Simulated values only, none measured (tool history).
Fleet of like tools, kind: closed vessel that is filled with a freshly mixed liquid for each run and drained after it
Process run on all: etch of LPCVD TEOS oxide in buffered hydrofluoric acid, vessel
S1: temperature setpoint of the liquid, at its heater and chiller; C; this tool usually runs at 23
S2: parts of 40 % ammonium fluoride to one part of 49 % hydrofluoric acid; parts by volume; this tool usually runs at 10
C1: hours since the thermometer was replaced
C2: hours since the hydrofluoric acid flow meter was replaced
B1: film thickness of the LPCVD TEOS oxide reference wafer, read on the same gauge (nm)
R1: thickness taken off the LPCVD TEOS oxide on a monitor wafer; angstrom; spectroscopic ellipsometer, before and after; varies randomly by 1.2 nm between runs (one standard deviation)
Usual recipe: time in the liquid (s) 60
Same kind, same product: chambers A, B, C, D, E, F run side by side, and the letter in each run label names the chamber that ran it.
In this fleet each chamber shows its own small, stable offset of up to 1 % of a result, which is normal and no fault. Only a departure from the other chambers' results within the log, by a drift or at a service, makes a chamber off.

Run 1A, day 0.121: usual settings; C1 379.1; C2 660.7; B1 49.968. Result: R1 2135.2 angstrom.
Run 2E, day 0.204: usual settings; C1 922.3; C2 905.1; B1 50.021. Result: R1 2165.1 angstrom.
Run 3D, day 0.325: usual settings; C1 887.3; C2 656.3; B1 50.023. Result: R1 2121.1 angstrom.
Run 4B, day 0.462: usual settings; C1 2233.8; C2 1307.2; B1 50.018. Result: R1 2161.6 angstrom.
Run 5C, day 0.546: usual settings; C1 570.7; C2 1262.7; B1 49.998. Result: R1 2155.5 angstrom.
Run 6F, day 0.683: usual settings; C1 419.0; C2 391.5; B1 50.017. Result: R1 2168.1 angstrom.
Run 7C, day 0.812: usual settings; C1 577.1; C2 1269.1; B1 50.003. Result: R1 2147.5 angstrom.
Run 8B, day 0.904: usual settings but time in the liquid (s) 95; C1 2244.4; C2 1317.8; B1 50.009. Result: R1 3435.6 angstrom.
Run 9D, day 1.033: usual settings but time in the liquid (s) 95; C1 904.3; C2 673.3; B1 49.997. Result: R1 3389.8 angstrom.
Run 10F, day 1.146: usual settings but time in the liquid (s) 95; C1 430.1; C2 402.6; B1 49.997. Result: R1 3445.4 angstrom.
Run 11E, day 1.221: usual settings but time in the liquid (s) 95; C1 946.7; C2 929.5; B1 50.016. Result: R1 3455.5 angstrom.
Run 12A, day 1.321: usual settings but time in the liquid (s) 95; C1 407.9; C2 689.5; B1 49.998. Result: R1 3353.6 angstrom.
Run 13D, day 1.467: usual settings but time in the liquid (s) 95; C1 914.7; C2 683.7; B1 49.992. Result: R1 3352.9 angstrom.
Run 14B, day 1.596: usual settings; C1 2261.0; C2 1334.4; B1 49.981. Result: R1 2158.3 angstrom.
Run 15A, day 1.675: usual settings; C1 416.4; C2 698.0; B1 50.021. Result: R1 2149.0 angstrom.
Run 16E, day 1.754: usual settings; C1 959.5; C2 942.3; B1 49.996. Result: R1 2186.6 angstrom.
Run 17F, day 1.838: usual settings; C1 446.7; C2 419.2; B1 50.031. Result: R1 2147.2 angstrom.
Run 18C, day 1.971: usual settings; C1 604.9; C2 1296.9; B1 50.014. Result: R1 2142.2 angstrom.
Run 19C, day 2.075: usual settings; C1 607.4; C2 1299.4; B1 49.987. Result: R1 2139.1 angstrom.
Run 20A, day 2.188: usual settings; C1 428.7; C2 710.3; B1 49.997. Result: R1 2103.9 angstrom.
Run 21B, day 2.317: usual settings; C1 2278.3; C2 1351.7; B1 49.989. Result: R1 2166.2 angstrom.
Run 22D, day 2.492: usual settings; C1 939.3; C2 708.3; B1 50.024. Result: R1 2125.4 angstrom.
Run 23E, day 2.592: usual settings; C1 979.6; C2 962.4; B1 50.020. Result: R1 2170.4 angstrom.
Run 24F, day 2.696: usual settings; C1 467.3; C2 439.8; B1 50.000. Result: R1 2153.5 angstrom.
At day 2.738: chamber B: hydrofluoric acid flow meter replaced.
Run 25E, day 2.783: usual settings; C1 984.2; C2 967.0; B1 50.008. Result: R1 2176.2 angstrom.
Run 26F, day 2.946: usual settings; C1 473.3; C2 445.8; B1 50.017. Result: R1 2171.7 angstrom.
Run 27C, day 3.029: usual settings; C1 630.3; C2 1322.3; B1 49.985. Result: R1 2159.7 angstrom.
Run 28A, day 3.138: usual settings; C1 451.5; C2 733.1; B1 50.005. Result: R1 2146.4 angstrom.
Run 29B, day 3.275: usual settings; C1 2301.3; C2 13.0; B1 49.995. Result: R1 2135.0 angstrom.
Run 30D, day 3.421: usual settings; C1 961.6; C2 730.6; B1 49.979. Result: R1 2103.7 angstrom.
Run 31E, day 3.512: usual settings; C1 1001.7; C2 984.5; B1 49.986. Result: R1 2159.7 angstrom.
Run 32C, day 3.596: usual settings; C1 643.9; C2 1335.9; B1 50.008. Result: R1 2156.2 angstrom.
Run 33D, day 3.725: usual settings but time in the liquid (s) 85; C1 968.9; C2 737.9; B1 49.997. Result: R1 2987.7 angstrom.
Run 34F, day 3.825: usual settings but time in the liquid (s) 85; C1 494.4; C2 466.9; B1 50.006. Result: R1 3050.5 angstrom.
Run 35A, day 3.942: usual settings but time in the liquid (s) 85; C1 470.8; C2 752.4; B1 50.014. Result: R1 3012.1 angstrom.
Run 36B, day 4.079: usual settings but time in the liquid (s) 85; C1 2320.6; C2 32.3; B1 49.988. Result: R1 3083.9 angstrom.
Run 37D, day 4.246: usual settings but time in the liquid (s) 85; C1 981.4; C2 750.4; B1 50.009. Result: R1 2949.2 angstrom.
Run 38F, day 4.396: usual settings but time in the liquid (s) 85; C1 508.1; C2 480.6; B1 50.017. Result: R1 3038.9 angstrom.
Run 39B, day 4.554: usual settings; C1 2332.0; C2 43.7; B1 49.999. Result: R1 2184.6 angstrom.

Each of the 6 chambers runs these same settings next. Fill in every chamber's results:
Run 40A, day 4.679: usual settings. Result: R1 ?.
Run 40B, day 4.679: usual settings. Result: R1 ?.
Run 40C, day 4.679: usual settings. Result: R1 ?.
Run 40D, day 4.679: usual settings. Result: R1 ?.
Run 40E, day 4.679: usual settings. Result: R1 ?.
Run 40F, day 4.679: usual settings. Result: R1 ?.

run      R1
40A  2116.3
40B  2167.7
40C  2141.6
40D  2078.3
40E  2166.2
40F  2167.1
